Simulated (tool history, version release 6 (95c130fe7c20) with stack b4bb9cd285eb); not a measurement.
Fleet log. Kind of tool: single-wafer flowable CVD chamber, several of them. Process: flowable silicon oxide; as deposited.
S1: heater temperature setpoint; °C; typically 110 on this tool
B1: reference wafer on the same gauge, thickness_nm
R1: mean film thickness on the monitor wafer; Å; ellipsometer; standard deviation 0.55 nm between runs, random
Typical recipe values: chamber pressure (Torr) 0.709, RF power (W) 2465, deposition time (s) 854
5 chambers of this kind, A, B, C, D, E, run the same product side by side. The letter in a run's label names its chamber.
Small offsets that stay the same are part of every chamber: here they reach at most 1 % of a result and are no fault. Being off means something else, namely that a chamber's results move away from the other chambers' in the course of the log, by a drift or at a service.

Run 1E, day 0.146: usual settings; B1 301.92. Result: R1 3315.6 Å.
Run 2C, day 0.358: usual settings; B1 301.74. Result: R1 3312.3 Å.
Run 3A, day 0.538: usual settings; B1 301.83. Result: R1 3306.4 Å.
Run 4B, day 0.712: usual settings; B1 301.80. Result: R1 3268.6 Å.
Run 5D, day 0.871: usual settings; B1 301.88. Result: R1 3276.6 Å.
Run 6D, day 1.083: usual settings but S1 120 °C; B1 301.62. Result: R1 2403.3 Å.
Run 7A, day 1.179: usual settings but S1 120 °C; B1 301.57. Result: R1 2428.0 Å.
Run 8B, day 1.375: usual settings but S1 120 °C; B1 301.59. Result: R1 2384.7 Å.
Run 9C, day 1.579: usual settings but S1 120 °C; B1 301.52. Result: R1 2421.7 Å.
Run 10E, day 1.758: usual settings but S1 120 °C; B1 301.49. Result: R1 2434.2 Å.
Run 11C, day 1.933: usual settings; B1 301.48. Result: R1 3292.2 Å.
Run 12A, day 2.100: usual settings; B1 301.45. Result: R1 3299.2 Å.
Run 13E, day 2.288: usual settings; B1 301.34. Result: R1 3307.3 Å.
Run 14B, day 2.500: usual settings; B1 301.15. Result: R1 3257.4 Å.
Run 15D, day 2.646: usual settings; B1 301.23. Result: R1 3276.5 Å.
Run 16D, day 2.792: usual settings; B1 301.15. Result: R1 3271.1 Å.
Run 17E, day 2.892: usual settings; B1 301.21. Result: R1 3308.2 Å.
Run 18C, day 3.092: usual settings but S1 97 °C; B1 301.18. Result: R1 5056.4 Å.
Run 19B, day 3.275: usual settings but S1 97 °C; B1 301.13. Result: R1 5025.7 Å.
Run 20A, day 3.375: usual settings but S1 97 °C; B1 301.10. Result: R1 5046.5 Å.
Run 21B, day 3.475: usual settings but S1 97 °C; B1 300.99. Result: R1 5040.6 Å.
Run 22C, day 3.625: usual settings but S1 97 °C; B1 301.07. Result: R1 5057.3 Å.
Run 23A, day 3.808: usual settings; B1 301.08. Result: R1 3288.8 Å.
Run 24E, day 3.921: usual settings; B1 300.95. Result: R1 3296.2 Å.
Run 25D, day 4.067: usual settings but RF power (W) 2020; B1 300.71. Result: R1 3158.5 Å.
Run 26A, day 4.221: usual settings but RF power (W) 2020; B1 300.93. Result: R1 3180.0 Å.
Run 27B, day 4.417: usual settings but RF power (W) 2020; B1 300.74. Result: R1 3155.1 Å.
Run 28E, day 4.529: usual settings but RF power (W) 2020; B1 300.68. Result: R1 3187.7 Å.
Run 29D, day 4.667: usual settings but RF power (W) 2020; B1 300.77. Result: R1 3167.6 Å.
Run 30C, day 4.804: usual settings; B1 300.54. Result: R1 3290.6 Å.
Run 31B, day 5.017: usual settings; B1 300.50. Result: R1 3246.4 Å.
Run 32D, day 5.129: usual settings; B1 300.53. Result: R1 3269.4 Å.
Run 33C, day 5.338: usual settings; B1 300.53. Result: R1 3284.5 Å.
Run 34A, day 5.479: usual settings; B1 300.41. Result: R1 3276.8 Å.
Run 35E, day 5.629: usual settings; B1 300.31. Result: R1 3295.1 Å.
Run 36B, day 5.800: usual settings; B1 300.41. Result: R1 3247.9 Å.
Run 37A, day 5.954: usual settings; B1 300.29. Result: R1 3279.7 Å.
Run 38C, day 6.112: usual settings but RF power (W) 2705; B1 300.31. Result: R1 3318.2 Å.
Run 39E, day 6.317: usual settings but RF power (W) 2705; B1 300.30. Result: R1 3326.9 Å.
Run 40D, day 6.458: usual settings but RF power (W) 2705; B1 300.13. Result: R1 3299.3 Å.
Run 41E, day 6.596: usual settings but RF power (W) 2705; B1 300.19. Result: R1 3333.2 Å.
Run 42D, day 6.721: usual settings but RF power (W) 2705; B1 299.99. Result: R1 3303.0 Å.
Run 43C, day 6.846: usual settings but deposition time (s) 697; B1 300.05. Result: R1 2677.2 Å.
Run 44A, day 7.058: usual settings but deposition time (s) 697; B1 300.02. Result: R1 2677.0 Å.

Is one chamber off against the others, does the gauge drift, or is nothing wrong? If a chamber is off, say which, and what the likeliest cause is.

Gauge drift. The chambers move together only on paper, and none stands off.
What lies behind it: gauge reads low (%) = 0.68.

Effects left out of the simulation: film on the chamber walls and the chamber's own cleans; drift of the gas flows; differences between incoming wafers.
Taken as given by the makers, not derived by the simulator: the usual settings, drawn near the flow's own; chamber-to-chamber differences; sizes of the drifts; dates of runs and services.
